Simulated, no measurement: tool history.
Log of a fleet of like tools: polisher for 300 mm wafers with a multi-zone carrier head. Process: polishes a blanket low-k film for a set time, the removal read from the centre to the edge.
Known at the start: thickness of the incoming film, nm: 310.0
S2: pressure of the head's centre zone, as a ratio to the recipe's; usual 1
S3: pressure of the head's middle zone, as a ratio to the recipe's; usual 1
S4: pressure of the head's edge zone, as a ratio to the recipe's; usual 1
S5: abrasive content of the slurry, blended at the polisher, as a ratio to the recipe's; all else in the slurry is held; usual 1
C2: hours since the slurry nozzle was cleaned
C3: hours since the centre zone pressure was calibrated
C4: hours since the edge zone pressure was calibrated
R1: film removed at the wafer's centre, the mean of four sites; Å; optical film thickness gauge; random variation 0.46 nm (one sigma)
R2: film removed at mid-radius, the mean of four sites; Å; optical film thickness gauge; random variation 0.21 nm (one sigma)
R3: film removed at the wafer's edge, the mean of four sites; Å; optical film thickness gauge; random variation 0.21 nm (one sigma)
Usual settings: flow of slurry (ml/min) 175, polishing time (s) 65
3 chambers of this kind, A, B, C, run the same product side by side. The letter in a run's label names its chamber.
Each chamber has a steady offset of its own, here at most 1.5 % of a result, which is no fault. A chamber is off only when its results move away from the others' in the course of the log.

{"run": "1A", "hour": 4.9, "flow of slurry (ml/min)": 175, "S2": 1, "S3": 1, "S4": 1, "S5": 1, "polishing time (s)": 65, "wafers polished on this pad": 346, "C2": 53.2, "C3": 44.5, "C4": 164.5, "R1": 325.71, "R2": 325.05, "R3": 325.29}
{"run": "2B", "hour": 7.4, "flow of slurry (ml/min)": 175, "S2": 1, "S3": 1, "S4": 1, "S5": 1, "polishing time (s)": 65, "wafers polished on this pad": 711, "C2": 279.3, "C3": 233, "C4": 93.7, "R1": 333.71, "R2": 322.49, "R3": 324.45}
{"run": "3C", "hour": 13.0, "flow of slurry (ml/min)": 175, "S2": 1, "S3": 1, "S4": 1, "S5": 1, "polishing time (s)": 65, "wafers polished on this pad": 319, "C2": 446.3, "C3": 599.9, "C4": 318.4, "R1": 327.57, "R2": 323.07, "R3": 322.06}
{"run": "4B", "hour": 16.6, "flow of slurry (ml/min)": 175, "S2": 1, "S3": 1, "S4": 1, "S5": 1, "polishing time (s)": 65, "wafers polished on this pad": 832, "C2": 288.5, "C3": 242.2, "C4": 102.9, "R1": 321.19, "R2": 323.6, "R3": 322.14}
{"run": "5A", "hour": 21.0, "flow of slurry (ml/min)": 175, "S2": 1, "S3": 1, "S4": 1, "S5": 1, "polishing time (s)": 65, "wafers polished on this pad": 557, "C2": 69.3, "C3": 60.6, "C4": 180.6, "R1": 331.41, "R2": 325.45, "R3": 320.88}
{"hour": 24.6, "done": "chamber A: worn pad replaced by a new one"}
{"run": "6C", "hour": 24.8, "flow of slurry (ml/min)": 175, "S2": 1, "S3": 1, "S4": 1, "S5": 1, "polishing time (s)": 65, "wafers polished on this pad": 474, "C2": 458.1, "C3": 611.7, "C4": 330.2, "R1": 310.76, "R2": 318.24, "R3": 315.15}
{"run": "7B", "hour": 29.7, "flow of slurry (ml/min)": 175, "S2": 1, "S3": 1, "S4": 1, "S5": 1, "polishing time (s)": 65, "wafers polished on this pad": 1003, "C2": 301.6, "C3": 255.3, "C4": 116, "R1": 322, "R2": 326.53, "R3": 325.02}
{"run": "8A", "hour": 32.4, "flow of slurry (ml/min)": 175, "S2": 1, "S3": 1, "S4": 1, "S5": 1, "polishing time (s)": 65, "wafers polished on this pad": 103, "C2": 80.7, "C3": 72, "C4": 192, "R1": 323.78, "R2": 321.85, "R3": 321.49}
{"run": "9C", "hour": 35.6, "flow of slurry (ml/min)": 175, "S2": 1, "S3": 1, "S4": 1, "S5": 1, "polishing time (s)": 65, "wafers polished on this pad": 615, "C2": 468.9, "C3": 622.5, "C4": 341, "R1": 308.17, "R2": 313.86, "R3": 311.83}
{"run": "10C", "hour": 39.0, "flow of slurry (ml/min)": 175, "S2": 1, "S3": 1, "S4": 1, "S5": 1, "polishing time (s)": 65, "wafers polished on this pad": 660, "C2": 472.3, "C3": 625.9, "C4": 344.4, "R1": 313.68, "R2": 316.53, "R3": 310.51}
{"hour": 42.8, "done": "chamber B: worn pad replaced by a new one"}
{"run": "11A", "hour": 43.3, "flow of slurry (ml/min)": 175, "S2": 1, "S3": 1, "S4": 1, "S5": 1, "polishing time (s)": 65, "wafers polished on this pad": 246, "C2": 91.6, "C3": 82.9, "C4": 202.9, "R1": 322.73, "R2": 326.11, "R3": 323.28}
{"run": "12B", "hour": 48.5, "flow of slurry (ml/min)": 175, "S2": 1, "S3": 1, "S4": 1, "S5": 1, "polishing time (s)": 65, "wafers polished on this pad": 75, "C2": 320.4, "C3": 274.1, "C4": 134.8, "R1": 325.78, "R2": 324.4, "R3": 321.71}
{"run": "13C", "hour": 51.5, "flow of slurry (ml/min)": 175, "S2": 1, "S3": 1, "S4": 1, "S5": 1, "polishing time (s)": 65, "wafers polished on this pad": 823, "C2": 484.8, "C3": 638.4, "C4": 356.9, "R1": 308.77, "R2": 307.14, "R3": 310.71}
{"run": "14B", "hour": 54.8, "flow of slurry (ml/min)": 175, "S2": 1, "S3": 0.91, "S4": 1, "S5": 1, "polishing time (s)": 65, "wafers polished on this pad": 157, "C2": 326.7, "C3": 280.4, "C4": 141.1, "R1": 333.07, "R2": 295.83, "R3": 323.46}
{"run": "15A", "hour": 59.9, "flow of slurry (ml/min)": 175, "S2": 1, "S3": 0.91, "S4": 1, "S5": 1, "polishing time (s)": 65, "wafers polished on this pad": 463, "C2": 108.2, "C3": 99.5, "C4": 219.5, "R1": 314.75, "R2": 296.34, "R3": 321.3}
{"run": "16C", "hour": 64.0, "flow of slurry (ml/min)": 175, "S2": 1, "S3": 0.91, "S4": 1, "S5": 1, "polishing time (s)": 65, "wafers polished on this pad": 987, "C2": 497.3, "C3": 650.9, "C4": 369.4, "R1": 306.44, "R2": 281.04, "R3": 302.51}
{"run": "17A", "hour": 67.2, "flow of slurry (ml/min)": 175, "S2": 1, "S3": 1, "S4": 1, "S5": 1, "polishing time (s)": 65, "wafers polished on this pad": 559, "C2": 115.5, "C3": 106.8, "C4": 226.8, "R1": 325.34, "R2": 324.95, "R3": 321.92}
{"run": "18B", "hour": 71.6, "flow of slurry (ml/min)": 175, "S2": 1, "S3": 1, "S4": 0.94, "S5": 1, "polishing time (s)": 65, "wafers polished on this pad": 377, "C2": 343.5, "C3": 297.2, "C4": 157.9, "R1": 323.32, "R2": 318.92, "R3": 313.86}
{"hour": 76.1, "done": "chamber A: worn pad replaced by a new one"}
{"run": "19B", "hour": 76.3, "flow of slurry (ml/min)": 175, "S2": 1, "S3": 1, "S4": 0.94, "S5": 1, "polishing time (s)": 65, "wafers polished on this pad": 439, "C2": 348.2, "C3": 301.9, "C4": 162.6, "R1": 329.1, "R2": 318.33, "R3": 313.33}
{"run": "20A", "hour": 80.6, "flow of slurry (ml/min)": 175, "S2": 1, "S3": 1, "S4": 0.94, "S5": 1, "polishing time (s)": 65, "wafers polished on this pad": 60, "C2": 128.9, "C3": 120.2, "C4": 240.2, "R1": 325, "R2": 321.27, "R3": 312.54}
{"run": "21C", "hour": 84.2, "flow of slurry (ml/min)": 175, "S2": 1, "S3": 1, "S4": 1, "S5": 1, "polishing time (s)": 65, "wafers polished on this pad": 1252, "C2": 517.5, "C3": 671.1, "C4": 389.6, "R1": 290.86, "R2": 298.54, "R3": 295.29}
{"run": "22B", "hour": 89.1, "flow of slurry (ml/min)": 175, "S2": 1, "S3": 1, "S4": 1, "S5": 1, "polishing time (s)": 65, "wafers polished on this pad": 606, "C2": 361, "C3": 314.7, "C4": 175.4, "R1": 327.24, "R2": 321.51, "R3": 322.6}
{"run": "23C", "hour": 91.9, "flow of slurry (ml/min)": 175, "S2": 1, "S3": 1, "S4": 1, "S5": 1, "polishing time (s)": 65, "wafers polished on this pad": 1352, "C2": 525.2, "C3": 678.8, "C4": 397.3, "R1": 285.6, "R2": 294.53, "R3": 289.38}
{"run": "24A", "hour": 95.0, "flow of slurry (ml/min)": 140, "S2": 1, "S3": 1, "S4": 0.93, "S5": 1, "polishing time (s)": 65, "wafers polished on this pad": 248, "C2": 143.3, "C3": 134.6, "C4": 254.6, "R1": 305.01, "R2": 312.17, "R3": 295.59}
{"run": "25C", "hour": 100.3, "flow of slurry (ml/min)": 140, "S2": 1, "S3": 1, "S4": 0.93, "S5": 1, "polishing time (s)": 65, "wafers polished on this pad": 1462, "C2": 533.6, "C3": 687.2, "C4": 405.7, "R1": 272.5, "R2": 283.71, "R3": 272.25}
{"run": "26B", "hour": 103.0, "flow of slurry (ml/min)": 140, "S2": 1, "S3": 1, "S4": 0.93, "S5": 1, "polishing time (s)": 65, "wafers polished on this pad": 788, "C2": 374.9, "C3": 328.6, "C4": 189.3, "R1": 312.4, "R2": 309.22, "R3": 300.1}
{"run": "27A", "hour": 105.5, "flow of slurry (ml/min)": 175, "S2": 1, "S3": 1, "S4": 1, "S5": 1, "polishing time (s)": 65, "wafers polished on this pad": 386, "C2": 153.8, "C3": 145.1, "C4": 265.1, "R1": 331.28, "R2": 321.78, "R3": 321.09}
{"run": "28C", "hour": 108.5, "flow of slurry (ml/min)": 175, "S2": 0.92, "S3": 1, "S4": 1, "S5": 1, "polishing time (s)": 65, "wafers polished on this pad": 1570, "C2": 541.8, "C3": 695.4, "C4": 413.9, "R1": 260.95, "R2": 289.69, "R3": 285.16}
{"run": "29B", "hour": 112.8, "flow of slurry (ml/min)": 175, "S2": 0.92, "S3": 1, "S4": 1, "S5": 1, "polishing time (s)": 65, "wafers polished on this pad": 917, "C2": 384.7, "C3": 338.4, "C4": 199.1, "R1": 299.76, "R2": 323.41, "R3": 322.68}
{"hour": 116.6, "done": "chamber A: worn pad replaced by a new one"}
{"run": "30A", "hour": 117.1, "flow of slurry (ml/min)": 175, "S2": 0.92, "S3": 1, "S4": 1, "S5": 1, "polishing time (s)": 65, "wafers polished on this pad": 7, "C2": 165.4, "C3": 156.7, "C4": 276.7, "R1": 291.37, "R2": 324.83, "R3": 322.85}
{"run": "31C", "hour": 120.1, "flow of slurry (ml/min)": 175, "S2": 1, "S3": 1, "S4": 1, "S5": 1, "polishing time (s)": 81, "wafers polished on this pad": 1722, "C2": 553.4, "C3": 707, "C4": 425.5, "R1": 341.8, "R2": 356.62, "R3": 352.81}

What goes on in this fleet: one chamber off, a drifting gauge, or nothing beyond the chambers' own small offsets? Name the chamber and the cause, if any.

Chamber C drifts away from the others.
Cause: removal rate lost through wear of the pad, % = 12.8.

Here are 4 candidates for chamber C's next run, each the usual settings with a change, their results left as question marks. Which one brings its results back in line with what the others give on the usual settings?
In line means no further than this from the other chambers' mean on the usual settings: R1 16 Å; R2 7.2 Å; R3 7.2 Å
{"run": "32C-1", "hour": 124.3, "flow of slurry (ml/min)": 170, "S2": 0.99, "S3": 1, "S4": 1, "S5": 0.95, "polishing time (s)": 58, "R1": "?", "R2": "?", "R3": "?"}
{"run": "32C-2", "hour": 124.3, "flow of slurry (ml/min)": 175, "S2": 1, "S3": 1, "S4": 1, "S5": 1, "polishing time (s)": 61, "R1": "?", "R2": "?", "R3": "?"}
{"run": "32C-3", "hour": 124.3, "flow of slurry (ml/min)": 175, "S2": 1, "S3": 1, "S4": 1.01, "S5": 1, "polishing time (s)": 69, "R1": "?", "R2": "?", "R3": "?"}
{"run": "32C-4", "hour": 124.3, "flow of slurry (ml/min)": 180, "S2": 1.01, "S3": 0.99, "S4": 1, "S5": 1.05, "polishing time (s)": 73, "R1": "?", "R2": "?", "R3": "?"}

The other chambers' mean on the usual settings: R1 324.94 Å; R2 322.9 Å; R3 322.17 Å
run=32C-1 R1=237.91 R2=244.54 R3=244.02
run=32C-2 R1=260.52 R2=264.71 R3=263.81
run=32C-3 R1=294.69 R2=299.42 R3=299.99
run=32C-4 R1=323.88 R2=322.41 R3=323.92
32C-4 brings the chamber back in line.

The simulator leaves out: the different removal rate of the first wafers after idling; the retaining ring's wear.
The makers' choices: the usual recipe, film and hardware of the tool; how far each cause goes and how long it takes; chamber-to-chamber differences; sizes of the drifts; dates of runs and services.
